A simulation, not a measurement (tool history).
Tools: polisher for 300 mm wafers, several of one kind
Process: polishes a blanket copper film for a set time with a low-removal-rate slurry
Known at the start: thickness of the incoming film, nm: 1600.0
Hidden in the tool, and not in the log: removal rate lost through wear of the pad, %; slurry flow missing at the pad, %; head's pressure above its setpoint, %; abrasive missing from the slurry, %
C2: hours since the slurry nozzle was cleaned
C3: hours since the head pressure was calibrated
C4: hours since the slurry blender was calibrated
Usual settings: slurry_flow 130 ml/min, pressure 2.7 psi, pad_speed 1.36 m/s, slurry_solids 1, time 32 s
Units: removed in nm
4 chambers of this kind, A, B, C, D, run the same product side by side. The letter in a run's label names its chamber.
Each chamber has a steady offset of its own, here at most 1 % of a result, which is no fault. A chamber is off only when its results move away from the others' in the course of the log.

{"run": "1B", "hour": 3.5, "slurry_flow": 130, "pressure": 2.7, "pad_speed": 1.36, "slurry_solids": 1, "time": 32, "wafers polished on this pad": 115, "C2": 321.2, "C3": 441.3, "C4": 107.3, "removed": 114.47}
{"run": "2D", "hour": 6.9, "slurry_flow": 130, "pressure": 2.7, "pad_speed": 1.36, "slurry_solids": 1, "time": 32, "wafers polished on this pad": 674, "C2": 185.1, "C3": 190.7, "C4": 127.7, "removed": 112.15}
{"run": "3C", "hour": 9.4, "slurry_flow": 130, "pressure": 2.7, "pad_speed": 1.36, "slurry_solids": 1, "time": 32, "wafers polished on this pad": 540, "C2": 436.2, "C3": 616.5, "C4": 133.4, "removed": 111.91}
{"run": "4A", "hour": 12.0, "slurry_flow": 130, "pressure": 2.7, "pad_speed": 1.36, "slurry_solids": 1, "time": 32, "wafers polished on this pad": 1123, "C2": 45.9, "C3": 376.4, "C4": 40.4, "removed": 111.43}
{"run": "5B", "hour": 16.0, "slurry_flow": 130, "pressure": 2.7, "pad_speed": 1.36, "slurry_solids": 1, "time": 32, "wafers polished on this pad": 220, "C2": 333.7, "C3": 453.8, "C4": 119.8, "removed": 112.49}
{"run": "6D", "hour": 19.2, "slurry_flow": 130, "pressure": 2.7, "pad_speed": 1.36, "slurry_solids": 1, "time": 32, "wafers polished on this pad": 778, "C2": 197.4, "C3": 203, "C4": 140, "removed": 112.11}
{"run": "7A", "hour": 22.1, "slurry_flow": 130, "pressure": 2.7, "pad_speed": 1.36, "slurry_solids": 1.2, "time": 32, "wafers polished on this pad": 1208, "C2": 56, "C3": 386.5, "C4": 50.5, "removed": 117.62}
{"run": "8C", "hour": 26.2, "slurry_flow": 130, "pressure": 2.7, "pad_speed": 1.36, "slurry_solids": 1.2, "time": 32, "wafers polished on this pad": 682, "C2": 453, "C3": 633.3, "C4": 150.2, "removed": 120.69}
{"run": "9D", "hour": 29.9, "slurry_flow": 130, "pressure": 2.7, "pad_speed": 1.36, "slurry_solids": 1.2, "time": 32, "wafers polished on this pad": 868, "C2": 208.1, "C3": 213.7, "C4": 150.7, "removed": 117.82}
{"run": "10C", "hour": 34.5, "slurry_flow": 130, "pressure": 2.7, "pad_speed": 1.36, "slurry_solids": 1.2, "time": 32, "wafers polished on this pad": 752, "C2": 461.3, "C3": 641.6, "C4": 158.5, "removed": 117.58}
{"run": "11A", "hour": 38.9, "slurry_flow": 130, "pressure": 2.7, "pad_speed": 1.36, "slurry_solids": 1, "time": 32, "wafers polished on this pad": 1350, "C2": 72.8, "C3": 403.3, "C4": 67.3, "removed": 110.43}
{"hour": 39.7, "done": "chamber A: head pressure recalibrated"}
{"hour": 41.2, "done": "chamber A: worn pad replaced by a new one"}
{"run": "12B", "hour": 42.6, "slurry_flow": 130, "pressure": 2.7, "pad_speed": 1.36, "slurry_solids": 1, "time": 32, "wafers polished on this pad": 446, "C2": 360.3, "C3": 480.4, "C4": 146.4, "removed": 114.77}
{"run": "13C", "hour": 47.9, "slurry_flow": 130, "pressure": 2.7, "pad_speed": 1.36, "slurry_solids": 1, "time": 32, "wafers polished on this pad": 865, "C2": 474.7, "C3": 655, "C4": 171.9, "removed": 111.93}
{"run": "14D", "hour": 50.3, "slurry_flow": 130, "pressure": 2.7, "pad_speed": 1.36, "slurry_solids": 1, "time": 32, "wafers polished on this pad": 1041, "C2": 228.5, "C3": 234.1, "C4": 171.1, "removed": 116.13}
{"run": "15A", "hour": 53.2, "slurry_flow": 160, "pressure": 2.7, "pad_speed": 1.36, "slurry_solids": 1, "time": 32, "wafers polished on this pad": 101, "C2": 87.1, "C3": 13.5, "C4": 81.6, "removed": 118.2}
{"run": "16B", "hour": 57.8, "slurry_flow": 160, "pressure": 2.7, "pad_speed": 1.36, "slurry_solids": 1, "time": 32, "wafers polished on this pad": 574, "C2": 375.5, "C3": 495.6, "C4": 161.6, "removed": 116.49}
{"hour": 59.4, "done": "chamber C: head pressure recalibrated"}
{"hour": 60.8, "done": "chamber B: worn pad replaced by a new one"}
{"run": "17B", "hour": 60.8, "slurry_flow": 160, "pressure": 2.7, "pad_speed": 1.36, "slurry_solids": 1, "time": 32, "wafers polished on this pad": 0, "C2": 378.5, "C3": 498.6, "C4": 164.6, "removed": 117.62}
{"run": "18C", "hour": 63.2, "slurry_flow": 160, "pressure": 2.7, "pad_speed": 1.36, "slurry_solids": 1, "time": 32, "wafers polished on this pad": 995, "C2": 490, "C3": 3.8, "C4": 187.2, "removed": 116.97}
{"run": "19A", "hour": 66.0, "slurry_flow": 130, "pressure": 2.7, "pad_speed": 1.36, "slurry_solids": 1, "time": 32, "wafers polished on this pad": 209, "C2": 99.9, "C3": 26.3, "C4": 94.4, "removed": 113.45}
{"run": "20D", "hour": 70.9, "slurry_flow": 150, "pressure": 2.7, "pad_speed": 1.36, "slurry_solids": 1.15, "time": 32, "wafers polished on this pad": 1215, "C2": 249.1, "C3": 254.7, "C4": 191.7, "removed": 116.63}
{"run": "21A", "hour": 73.4, "slurry_flow": 150, "pressure": 2.7, "pad_speed": 1.36, "slurry_solids": 1.15, "time": 32, "wafers polished on this pad": 272, "C2": 107.3, "C3": 33.7, "C4": 101.8, "removed": 118.35}
{"hour": 75.0, "done": "chamber B: head pressure recalibrated"}
{"run": "22B", "hour": 77.1, "slurry_flow": 150, "pressure": 2.7, "pad_speed": 1.36, "slurry_solids": 1.15, "time": 32, "wafers polished on this pad": 138, "C2": 394.8, "C3": 2.2, "C4": 180.9, "removed": 118.31}
{"run": "23C", "hour": 81.2, "slurry_flow": 150, "pressure": 2.7, "pad_speed": 1.36, "slurry_solids": 1.15, "time": 32, "wafers polished on this pad": 1147, "C2": 508, "C3": 21.8, "C4": 205.2, "removed": 119.96}
{"run": "24D", "hour": 83.8, "slurry_flow": 130, "pressure": 2.7, "pad_speed": 1.36, "slurry_solids": 1, "time": 32, "wafers polished on this pad": 1324, "C2": 262, "C3": 267.6, "C4": 204.6, "removed": 107.56}
{"run": "25D", "hour": 87.2, "slurry_flow": 130, "pressure": 2.7, "pad_speed": 1.36, "slurry_solids": 1, "time": 32, "wafers polished on this pad": 1353, "C2": 265.4, "C3": 271, "C4": 208, "removed": 109.25}
{"run": "26A", "hour": 90.3, "slurry_flow": 130, "pressure": 2, "pad_speed": 1.36, "slurry_solids": 1, "time": 32, "wafers polished on this pad": 415, "C2": 124.2, "C3": 50.6, "C4": 118.7, "removed": 83.828}
{"hour": 92.1, "done": "chamber C: worn pad replaced by a new one"}
{"run": "27B", "hour": 95.7, "slurry_flow": 130, "pressure": 2, "pad_speed": 1.36, "slurry_solids": 1, "time": 32, "wafers polished on this pad": 295, "C2": 413.4, "C3": 20.8, "C4": 199.5, "removed": 82.839}
{"run": "28C", "hour": 98.9, "slurry_flow": 130, "pressure": 2, "pad_speed": 1.36, "slurry_solids": 1, "time": 32, "wafers polished on this pad": 57, "C2": 525.7, "C3": 39.5, "C4": 222.9, "removed": 82.62}
{"run": "29D", "hour": 101.4, "slurry_flow": 130, "pressure": 2, "pad_speed": 1.36, "slurry_solids": 1, "time": 32, "wafers polished on this pad": 1473, "C2": 279.6, "C3": 285.2, "C4": 222.2, "removed": 77.379}
{"hour": 101.5, "done": "chamber C: slurry nozzle cleaned"}
{"run": "30B", "hour": 105.9, "slurry_flow": 130, "pressure": 2.7, "pad_speed": 0.94, "slurry_solids": 1.15, "time": 32, "wafers polished on this pad": 381, "C2": 423.6, "C3": 31, "C4": 209.7, "removed": 78.503}
{"run": "31C", "hour": 110.6, "slurry_flow": 130, "pressure": 2.7, "pad_speed": 0.94, "slurry_solids": 1.15, "time": 32, "wafers polished on this pad": 156, "C2": 9.2, "C3": 51.2, "C4": 234.6, "removed": 79.776}
{"run": "32A", "hour": 115.1, "slurry_flow": 130, "pressure": 2.7, "pad_speed": 0.94, "slurry_solids": 1.15, "time": 32, "wafers polished on this pad": 625, "C2": 149, "C3": 75.4, "C4": 143.5, "removed": 79.57}
{"hour": 118.7, "done": "chamber B: worn pad replaced by a new one"}
{"run": "33C", "hour": 119.2, "slurry_flow": 130, "pressure": 2.7, "pad_speed": 0.94, "slurry_solids": 1.15, "time": 32, "wafers polished on this pad": 229, "C2": 17.8, "C3": 59.8, "C4": 243.2, "removed": 80.877}
{"run": "34A", "hour": 123.5, "slurry_flow": 130, "pressure": 2.7, "pad_speed": 1.36, "slurry_solids": 1, "time": 32, "wafers polished on this pad": 696, "C2": 157.4, "C3": 83.8, "C4": 151.9, "removed": 112.12}
{"run": "35B", "hour": 127.2, "slurry_flow": 130, "pressure": 2.7, "pad_speed": 1.36, "slurry_solids": 1, "time": 32, "wafers polished on this pad": 72, "C2": 444.9, "C3": 52.3, "C4": 231, "removed": 107.74}
{"run": "36D", "hour": 130.2, "slurry_flow": 130, "pressure": 2.3, "pad_speed": 1.36, "slurry_solids": 1, "time": 32, "wafers polished on this pad": 1717, "C2": 308.4, "C3": 314, "C4": 251, "removed": 84.81}
{"run": "37B", "hour": 135.1, "slurry_flow": 130, "pressure": 2.3, "pad_speed": 1.36, "slurry_solids": 1, "time": 32, "wafers polished on this pad": 138, "C2": 452.8, "C3": 60.2, "C4": 238.9, "removed": 92.773}
{"run": "38C", "hour": 137.9, "slurry_flow": 130, "pressure": 2.3, "pad_speed": 1.36, "slurry_solids": 1, "time": 32, "wafers polished on this pad": 387, "C2": 36.5, "C3": 78.5, "C4": 261.9, "removed": 98.114}

Next, every chamber runs the same settings. What will each give?
{"run": "39A", "hour": 141.8, "slurry_flow": 130, "pressure": 2.7, "pad_speed": 1.36, "slurry_solids": 1, "time": 32, "removed": "?"}
{"run": "39B", "hour": 141.8, "slurry_flow": 130, "pressure": 2.7, "pad_speed": 1.36, "slurry_solids": 1, "time": 32, "removed": "?"}
{"run": "39C", "hour": 141.8, "slurry_flow": 130, "pressure": 2.7, "pad_speed": 1.36, "slurry_solids": 1, "time": 32, "removed": "?"}
{"run": "39D", "hour": 141.8, "slurry_flow": 130, "pressure": 2.7, "pad_speed": 1.36, "slurry_solids": 1, "time": 32, "removed": "?"}

run=39A removed=112.53
run=39B removed=109.85
run=39C removed=112.92
run=39D removed=98.53
